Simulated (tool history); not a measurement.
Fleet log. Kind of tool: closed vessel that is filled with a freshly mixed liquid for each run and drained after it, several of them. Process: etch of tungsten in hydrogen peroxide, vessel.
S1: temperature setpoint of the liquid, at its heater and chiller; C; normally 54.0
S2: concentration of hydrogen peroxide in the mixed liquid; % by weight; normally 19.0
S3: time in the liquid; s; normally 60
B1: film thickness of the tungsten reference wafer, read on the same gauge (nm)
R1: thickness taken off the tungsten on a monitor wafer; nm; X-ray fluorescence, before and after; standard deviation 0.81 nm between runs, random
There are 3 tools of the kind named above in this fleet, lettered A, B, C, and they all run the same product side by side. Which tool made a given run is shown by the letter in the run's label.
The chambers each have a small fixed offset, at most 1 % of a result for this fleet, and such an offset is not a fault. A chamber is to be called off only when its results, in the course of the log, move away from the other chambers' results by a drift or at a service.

| run | hour | S1 | S2 | S3 | B1 | R1 |
|---|---|---|---|---|---|---|
| 1C | 6.5 | 54.0 | 19.0 | 60 | 89.988 | 121.420 |
| 2B | 19.4 | 54.0 | 19.0 | 60 | 90.020 | 119.710 |
| 3A | 31.2 | 54.0 | 19.0 | 60 | 89.995 | 120.950 |
| 4A | 42.6 | 54.0 | 19.0 | 60 | 90.024 | 122.640 |
| 5B | 54.1 | 54.0 | 19.0 | 60 | 89.971 | 121.320 |
| 6C | 64.3 | 54.0 | 19.0 | 60 | 89.939 | 120.960 |
| 7B | 78.1 | 54.0 | 19.0 | 60 | 89.989 | 120.410 |
| 8A | 88.3 | 54.0 | 23.0 | 60 | 90.022 | 132.730 |
| 9C | 95.3 | 54.0 | 23.0 | 60 | 89.968 | 132.690 |
| 10A | 103.8 | 54.0 | 23.0 | 60 | 89.963 | 131.720 |
| 11B | 114.8 | 54.0 | 19.0 | 60 | 90.062 | 119.610 |
| 12C | 125.7 | 54.0 | 20.5 | 60 | 90.029 | 124.640 |
| 13B | 136.5 | 54.0 | 20.5 | 60 | 90.000 | 124.380 |
| 14A | 146.2 | 54.0 | 20.5 | 60 | 90.032 | 127.230 |
| 15C | 158.2 | 54.0 | 19.0 | 60 | 90.031 | 122.100 |
| 16B | 172.4 | 54.0 | 19.0 | 60 | 89.986 | 121.480 |
| 17C | 180.9 | 54.0 | 19.0 | 60 | 89.991 | 120.840 |
| 18A | 187.4 | 54.0 | 19.0 | 60 | 89.986 | 123.480 |
| 19A | 195.0 | 54.0 | 19.0 | 60 | 89.993 | 123.630 |
| 20B | 204.0 | 54.0 | 19.0 | 60 | 90.009 | 120.670 |
| 21C | 211.0 | 54.0 | 19.0 | 60 | 89.983 | 120.410 |
| 22C | 219.4 | 54.0 | 19.0 | 60 | 89.965 | 121.520 |
| 23A | 229.0 | 54.0 | 19.0 | 60 | 90.013 | 124.040 |
| 24B | 241.3 | 54.0 | 19.0 | 60 | 89.991 | 119.900 |
| 25C | 247.8 | 54.0 | 19.0 | 60 | 90.006 | 121.160 |
| 26B | 254.1 | 54.0 | 19.0 | 75 | 90.016 | 151.040 |
|  | 261.5 | chamber C: peroxide flow meter replaced |
| 27A | 264.1 | 54.0 | 19.0 | 75 | 90.038 | 155.770 |
| 28B | 271.2 | 54.0 | 19.0 | 75 | 89.982 | 151.190 |
| 29C | 282.7 | 54.0 | 19.0 | 60 | 90.024 | 120.530 |
| 30A | 296.3 | 54.0 | 19.0 | 60 | 89.995 | 125.410 |
| 31B | 303.7 | 49.5 | 19.0 | 40 | 90.018 | 61.769 |
| 32C | 315.0 | 49.5 | 19.0 | 40 | 89.978 | 61.253 |
| 33A | 327.0 | 49.5 | 19.0 | 40 | 89.968 | 64.029 |
| 34C | 338.5 | 54.0 | 19.0 | 60 | 90.028 | 119.780 |
| 35A | 347.6 | 54.0 | 19.0 | 60 | 89.982 | 127.310 |
| 36B | 359.7 | 54.0 | 19.0 | 60 | 90.050 | 119.760 |
|  | 368.1 | chamber A: peroxide flow meter replaced |
| 37C | 370.4 | 61.5 | 19.0 | 50 | 90.040 | 153.320 |
| 38A | 382.1 | 61.5 | 19.0 | 50 | 89.977 | 165.870 |
| 39B | 395.5 | 61.5 | 19.0 | 50 | 90.008 | 155.030 |
| 40B | 402.3 | 44.5 | 19.0 | 60 | 89.985 | 67.653 |
| 41A | 410.6 | 44.5 | 19.0 | 60 | 89.976 | 72.388 |
| 42C | 421.3 | 44.5 | 19.0 | 60 | 89.959 | 66.785 |
| 43A | 433.5 | 54.0 | 19.0 | 60 | 90.004 | 130.610 |

Is one chamber off against the others, does the gauge drift, or is nothing wrong? If a chamber is off, say which, and what the likeliest cause is.

One chamber, A, drifts off from the rest bit by bit.
Most likely cause: liquid hotter than its thermometer reads (K) = 1.25.

Which of the 4 candidates below, each the usual settings with something changed and its results left as question marks, puts chamber A back in line with what the other chambers give on the usual settings?
A result is in line if it is within this distance of the other chambers' mean on the usual settings: R1 2.800 nm
| 44A-1 | 443.7 | 54.5 | 19.0 | 60 |  | ? |
| 44A-2 | 443.7 | 54.0 | 16.5 | 60 |  | ? |
| 44A-3 | 443.7 | 54.0 | 22.0 | 60 |  | ? |
| 44A-4 | 443.7 | 53.5 | 19.0 | 60 |  | ? |

Other chambers, usual settings, mean: R1 120.580 nm
| run | R1 |
|---|---|
| 44A-1 | 134.400 |
| 44A-2 | 121.560 |
| 44A-3 | 140.470 |
| 44A-4 | 126.610 |
It is 44A-2 that realigns the chamber with its peers.

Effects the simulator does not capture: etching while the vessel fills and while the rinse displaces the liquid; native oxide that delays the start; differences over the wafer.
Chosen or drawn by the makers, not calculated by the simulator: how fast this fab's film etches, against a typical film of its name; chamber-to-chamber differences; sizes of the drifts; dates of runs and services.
